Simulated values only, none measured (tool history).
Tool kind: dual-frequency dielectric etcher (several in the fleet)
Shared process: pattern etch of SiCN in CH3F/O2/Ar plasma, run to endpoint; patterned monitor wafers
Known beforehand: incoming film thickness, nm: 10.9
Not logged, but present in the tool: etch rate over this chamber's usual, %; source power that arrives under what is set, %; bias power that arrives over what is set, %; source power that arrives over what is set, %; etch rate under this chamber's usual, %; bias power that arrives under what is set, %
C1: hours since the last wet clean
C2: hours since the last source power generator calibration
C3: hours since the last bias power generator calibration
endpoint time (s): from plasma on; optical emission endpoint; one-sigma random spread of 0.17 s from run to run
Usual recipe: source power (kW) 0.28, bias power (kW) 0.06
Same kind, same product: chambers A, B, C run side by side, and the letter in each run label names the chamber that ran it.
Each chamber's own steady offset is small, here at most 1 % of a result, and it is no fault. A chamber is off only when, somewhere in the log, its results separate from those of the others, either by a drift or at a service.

{"run": "1C", "hour": 6.8, "source power (kW)": 0.28, "bias power (kW)": 0.06, "C1": 227, "C2": 1274, "C3": 1624.1, "endpoint time (s)": 35.661}
{"run": "2A", "hour": 15.0, "source power (kW)": 0.28, "bias power (kW)": 0.06, "C1": 215.1, "C2": 3164.2, "C3": 1242.5, "endpoint time (s)": 35.478}
{"hour": 18.9, "done": "chamber B: source power generator calibrated"}
{"run": "3B", "hour": 18.9, "source power (kW)": 0.28, "bias power (kW)": 0.06, "C1": 428.7, "C2": 0, "C3": 1921.3, "endpoint time (s)": 35.217}
{"run": "4B", "hour": 22.8, "source power (kW)": 0.28, "bias power (kW)": 0.06, "C1": 432.6, "C2": 3.9, "C3": 1925.2, "endpoint time (s)": 35.137}
{"run": "5C", "hour": 26.9, "source power (kW)": 0.28, "bias power (kW)": 0.06, "C1": 247.1, "C2": 1294.1, "C3": 1644.2, "endpoint time (s)": 35.766}
{"run": "6A", "hour": 33.8, "source power (kW)": 0.28, "bias power (kW)": 0.06, "C1": 233.9, "C2": 3183, "C3": 1261.3, "endpoint time (s)": 35.3}
{"run": "7A", "hour": 38.2, "source power (kW)": 0.28, "bias power (kW)": 0.06, "C1": 238.3, "C2": 3187.4, "C3": 1265.7, "endpoint time (s)": 35.262}
{"run": "8B", "hour": 45.4, "source power (kW)": 0.28, "bias power (kW)": 0.06, "C1": 455.2, "C2": 26.5, "C3": 1947.8, "endpoint time (s)": 35.125}
{"run": "9C", "hour": 52.4, "source power (kW)": 0.28, "bias power (kW)": 0.06, "C1": 272.6, "C2": 1319.6, "C3": 1669.7, "endpoint time (s)": 35.822}
{"run": "10C", "hour": 57.4, "source power (kW)": 0.28, "bias power (kW)": 0.06, "C1": 277.6, "C2": 1324.6, "C3": 1674.7, "endpoint time (s)": 35.932}
{"run": "11B", "hour": 61.2, "source power (kW)": 0.28, "bias power (kW)": 0.06, "C1": 471, "C2": 42.3, "C3": 1963.6, "endpoint time (s)": 35.349}
{"run": "12A", "hour": 66.7, "source power (kW)": 0.28, "bias power (kW)": 0.06, "C1": 266.8, "C2": 3215.9, "C3": 1294.2, "endpoint time (s)": 35.212}
{"run": "13A", "hour": 75.1, "source power (kW)": 0.28, "bias power (kW)": 0.06, "C1": 275.2, "C2": 3224.3, "C3": 1302.6, "endpoint time (s)": 35.506}
{"run": "14C", "hour": 81.6, "source power (kW)": 0.28, "bias power (kW)": 0.06, "C1": 301.8, "C2": 1348.8, "C3": 1698.9, "endpoint time (s)": 35.545}
{"hour": 83.9, "done": "chamber B: wet clean of the chamber"}
{"run": "15B", "hour": 88.5, "source power (kW)": 0.28, "bias power (kW)": 0.06, "C1": 4.7, "C2": 69.6, "C3": 1990.9, "endpoint time (s)": 34.973}
{"run": "16B", "hour": 95.8, "source power (kW)": 0.28, "bias power (kW)": 0.06, "C1": 12, "C2": 76.9, "C3": 1998.2, "endpoint time (s)": 35.237}
{"hour": 102.2, "done": "chamber A: wet clean of the chamber"}
{"run": "17C", "hour": 103.6, "source power (kW)": 0.28, "bias power (kW)": 0.06, "C1": 323.8, "C2": 1370.8, "C3": 1720.9, "endpoint time (s)": 35.984}
{"run": "18A", "hour": 108.2, "source power (kW)": 0.28, "bias power (kW)": 0.06, "C1": 6, "C2": 3257.4, "C3": 1335.7, "endpoint time (s)": 35.378}
{"run": "19B", "hour": 113.7, "source power (kW)": 0.28, "bias power (kW)": 0.06, "C1": 29.9, "C2": 94.8, "C3": 2016.1, "endpoint time (s)": 35.419}
{"run": "20C", "hour": 122.1, "source power (kW)": 0.28, "bias power (kW)": 0.06, "C1": 342.3, "C2": 1389.3, "C3": 1739.4, "endpoint time (s)": 36.113}
{"run": "21A", "hour": 130.1, "source power (kW)": 0.28, "bias power (kW)": 0.06, "C1": 27.9, "C2": 3279.3, "C3": 1357.6, "endpoint time (s)": 35.286}
{"run": "22B", "hour": 134.7, "source power (kW)": 0.28, "bias power (kW)": 0.06, "C1": 50.9, "C2": 115.8, "C3": 2037.1, "endpoint time (s)": 35.308}
{"run": "23C", "hour": 138.9, "source power (kW)": 0.28, "bias power (kW)": 0.06, "C1": 359.1, "C2": 1406.1, "C3": 1756.2, "endpoint time (s)": 36.38}
{"run": "24A", "hour": 145.8, "source power (kW)": 0.28, "bias power (kW)": 0.06, "C1": 43.6, "C2": 3295, "C3": 1373.3, "endpoint time (s)": 35.438}
{"run": "25A", "hour": 152.1, "source power (kW)": 0.3, "bias power (kW)": 0.07, "C1": 49.9, "C2": 3301.3, "C3": 1379.6, "endpoint time (s)": 32.429}
{"run": "26C", "hour": 160.5, "source power (kW)": 0.3, "bias power (kW)": 0.07, "C1": 380.7, "C2": 1427.7, "C3": 1777.8, "endpoint time (s)": 33.697}
{"run": "27B", "hour": 168.3, "source power (kW)": 0.3, "bias power (kW)": 0.07, "C1": 84.5, "C2": 149.4, "C3": 2070.7, "endpoint time (s)": 32.635}
{"run": "28B", "hour": 173.2, "source power (kW)": 0.28, "bias power (kW)": 0.06, "C1": 89.4, "C2": 154.3, "C3": 2075.6, "endpoint time (s)": 35.161}
{"run": "29C", "hour": 180.7, "source power (kW)": 0.28, "bias power (kW)": 0.06, "C1": 400.9, "C2": 1447.9, "C3": 1798, "endpoint time (s)": 36.946}
{"run": "30A", "hour": 188.5, "source power (kW)": 0.25, "bias power (kW)": 0.065, "C1": 86.3, "C2": 3337.7, "C3": 1416, "endpoint time (s)": 35.812}
{"run": "31A", "hour": 195.1, "source power (kW)": 0.25, "bias power (kW)": 0.065, "C1": 92.9, "C2": 3344.3, "C3": 1422.6, "endpoint time (s)": 35.939}
{"run": "32C", "hour": 203.5, "source power (kW)": 0.25, "bias power (kW)": 0.065, "C1": 423.7, "C2": 1470.7, "C3": 1820.8, "endpoint time (s)": 37.516}
{"run": "33B", "hour": 209.5, "source power (kW)": 0.28, "bias power (kW)": 0.06, "C1": 125.7, "C2": 190.6, "C3": 2111.9, "endpoint time (s)": 34.888}
{"run": "34A", "hour": 216.5, "source power (kW)": 0.28, "bias power (kW)": 0.06, "C1": 114.3, "C2": 3365.7, "C3": 1444, "endpoint time (s)": 35.579}
{"run": "35B", "hour": 224.9, "source power (kW)": 0.28, "bias power (kW)": 0.06, "C1": 141.1, "C2": 206, "C3": 2127.3, "endpoint time (s)": 35.01}

Next, every chamber runs the same settings. What will each give?
{"run": "36A", "hour": 231.0, "source power (kW)": 0.28, "bias power (kW)": 0.072, "endpoint time (s)": "?"}
{"run": "36B", "hour": 231.0, "source power (kW)": 0.28, "bias power (kW)": 0.072, "endpoint time (s)": "?"}
{"run": "36C", "hour": 231.0, "source power (kW)": 0.28, "bias power (kW)": 0.072, "endpoint time (s)": "?"}

run=36A endpoint_time_(s)=32.89
run=36B endpoint_time_(s)=32.93
run=36C endpoint_time_(s)=34.952
